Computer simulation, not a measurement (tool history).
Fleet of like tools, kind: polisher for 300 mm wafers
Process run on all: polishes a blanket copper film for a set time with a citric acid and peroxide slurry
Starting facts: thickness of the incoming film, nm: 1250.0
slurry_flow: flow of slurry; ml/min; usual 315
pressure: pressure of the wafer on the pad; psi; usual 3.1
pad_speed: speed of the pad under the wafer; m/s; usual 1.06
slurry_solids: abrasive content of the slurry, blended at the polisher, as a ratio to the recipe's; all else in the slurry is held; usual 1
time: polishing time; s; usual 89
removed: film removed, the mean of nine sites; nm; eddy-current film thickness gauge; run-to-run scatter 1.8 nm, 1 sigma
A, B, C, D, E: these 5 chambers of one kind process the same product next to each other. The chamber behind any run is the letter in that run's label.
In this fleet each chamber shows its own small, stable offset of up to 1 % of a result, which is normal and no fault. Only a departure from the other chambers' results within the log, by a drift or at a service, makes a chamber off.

At hour 6.4: chamber C: worn pad replaced by a new one.
Run 1E, hour 8.9: usual settings. Result: removed 212.83 nm.
At hour 11: chamber B: worn pad replaced by a new one.
Run 2B, hour 17.5: usual settings. Result: removed 209.48 nm.
At hour 20.1: chamber A: worn pad replaced by a new one.
Run 3D, hour 23.3: usual settings. Result: removed 209.72 nm.
Run 4A, hour 27.5: usual settings. Result: removed 211.93 nm.
Run 5C, hour 35.3: usual settings. Result: removed 209 nm.
At hour 39.9: chamber D: worn pad replaced by a new one.
Run 6B, hour 41: usual settings. Result: removed 209.09 nm.
Run 7E, hour 48: usual settings. Result: removed 209.32 nm.
Run 8C, hour 54.3: usual settings but time 114 s. Result: removed 268.14 nm.
Run 9A, hour 61.5: usual settings but time 114 s. Result: removed 271.83 nm.
Run 10D, hour 66.1: usual settings but time 114 s. Result: removed 270.39 nm.
Run 11A, hour 73.2: usual settings but time 114 s. Result: removed 272.61 nm.
Run 12D, hour 79.8: usual settings but time 114 s. Result: removed 267.84 nm.
At hour 82.8: chamber B: worn pad replaced by a new one.
Run 13E, hour 85.1: usual settings. Result: removed 212.22 nm.
Run 14C, hour 91.3: usual settings. Result: removed 206.66 nm.
At hour 91.8: chamber C: worn pad replaced by a new one.
At hour 93.8: chamber A: worn pad replaced by a new one.
Run 15B, hour 96.2: usual settings. Result: removed 210.3 nm.
At hour 99.8: chamber D: slurry blender recalibrated.
Run 16B, hour 100.1: usual settings. Result: removed 207.92 nm.
Run 17A, hour 108.7: usual settings. Result: removed 211.07 nm.
Run 18E, hour 116.1: usual settings. Result: removed 211.68 nm.
Run 19D, hour 120.6: usual settings. Result: removed 212.3 nm.
At hour 121.2: chamber B: slurry blender recalibrated.
Run 20C, hour 129.2: usual settings. Result: removed 209.06 nm.
At hour 135.4: chamber E: worn pad replaced by a new one.
Run 21C, hour 138: usual settings. Result: removed 205.78 nm.
Run 22B, hour 145.7: usual settings. Result: removed 207.46 nm.
Run 23E, hour 153.3: usual settings. Result: removed 209.94 nm.
At hour 156.4: chamber A: worn pad replaced by a new one.
At hour 159.5: chamber A: slurry blender recalibrated.
At hour 160.9: chamber B: worn pad replaced by a new one.
Run 24D, hour 161.2: usual settings. Result: removed 215.56 nm.
At hour 164.3: chamber E: slurry nozzle cleaned.
At hour 166.6: chamber D: worn pad replaced by a new one.
Run 25A, hour 168.9: usual settings. Result: removed 212.36 nm.
Run 26B, hour 173.9: usual settings. Result: removed 206.92 nm.
At hour 174.3: chamber A: head pressure recalibrated.
Run 27A, hour 179.6: usual settings. Result: removed 228.41 nm.
Run 28E, hour 183.6: usual settings. Result: removed 210.44 nm.
Run 29D, hour 188.5: usual settings. Result: removed 212.37 nm.
Run 30C, hour 193.9: usual settings but pad_speed 0.86 m/s. Result: removed 169.19 nm.
Run 31A, hour 200.7: usual settings but pad_speed 0.86 m/s. Result: removed 186.56 nm.
At hour 201.7: chamber C: worn pad replaced by a new one.
Run 32E, hour 205.9: usual settings but pad_speed 0.86 m/s. Result: removed 171.86 nm.
Run 33D, hour 213: usual settings but pad_speed 0.86 m/s. Result: removed 172.3 nm.
At hour 219.3: chamber A: worn pad replaced by a new one.
Run 34B, hour 220.7: usual settings but pad_speed 0.86 m/s. Result: removed 169.29 nm.
Run 35C, hour 226.1: usual settings. Result: removed 209.77 nm.
Run 36B, hour 232.6: usual settings. Result: removed 207.61 nm.
Run 37A, hour 237.1: usual settings but slurry_solids 0.9. Result: removed 222.71 nm.
Run 38D, hour 243.3: usual settings but slurry_solids 0.9. Result: removed 206.78 nm.
At hour 247.5: chamber B: worn pad replaced by a new one.
At hour 248.7: chamber C: head pressure recalibrated.
Run 39C, hour 251.3: usual settings but slurry_solids 0.9. Result: removed 203.11 nm.
Run 40E, hour 258.7: usual settings but slurry_solids 0.9. Result: removed 203.62 nm.
Run 41D, hour 266.3: usual settings but slurry_solids 0.9. Result: removed 205.76 nm.
Run 42E, hour 270.6: usual settings. Result: removed 210.02 nm.
Run 43B, hour 278: usual settings. Result: removed 210.8 nm.

The same settings go to every chamber for the next run, one line per chamber below. Forecast the results for each:
Run 44A, hour 284.4: usual settings. Result: removed ?.
Run 44B, hour 284.4: usual settings. Result: removed ?.
Run 44C, hour 284.4: usual settings. Result: removed ?.
Run 44D, hour 284.4: usual settings. Result: removed ?.
Run 44E, hour 284.4: usual settings. Result: removed ?.

run  removed
44A    226.3
44B   207.84
44C   203.37
44D   213.06
44E   209.43

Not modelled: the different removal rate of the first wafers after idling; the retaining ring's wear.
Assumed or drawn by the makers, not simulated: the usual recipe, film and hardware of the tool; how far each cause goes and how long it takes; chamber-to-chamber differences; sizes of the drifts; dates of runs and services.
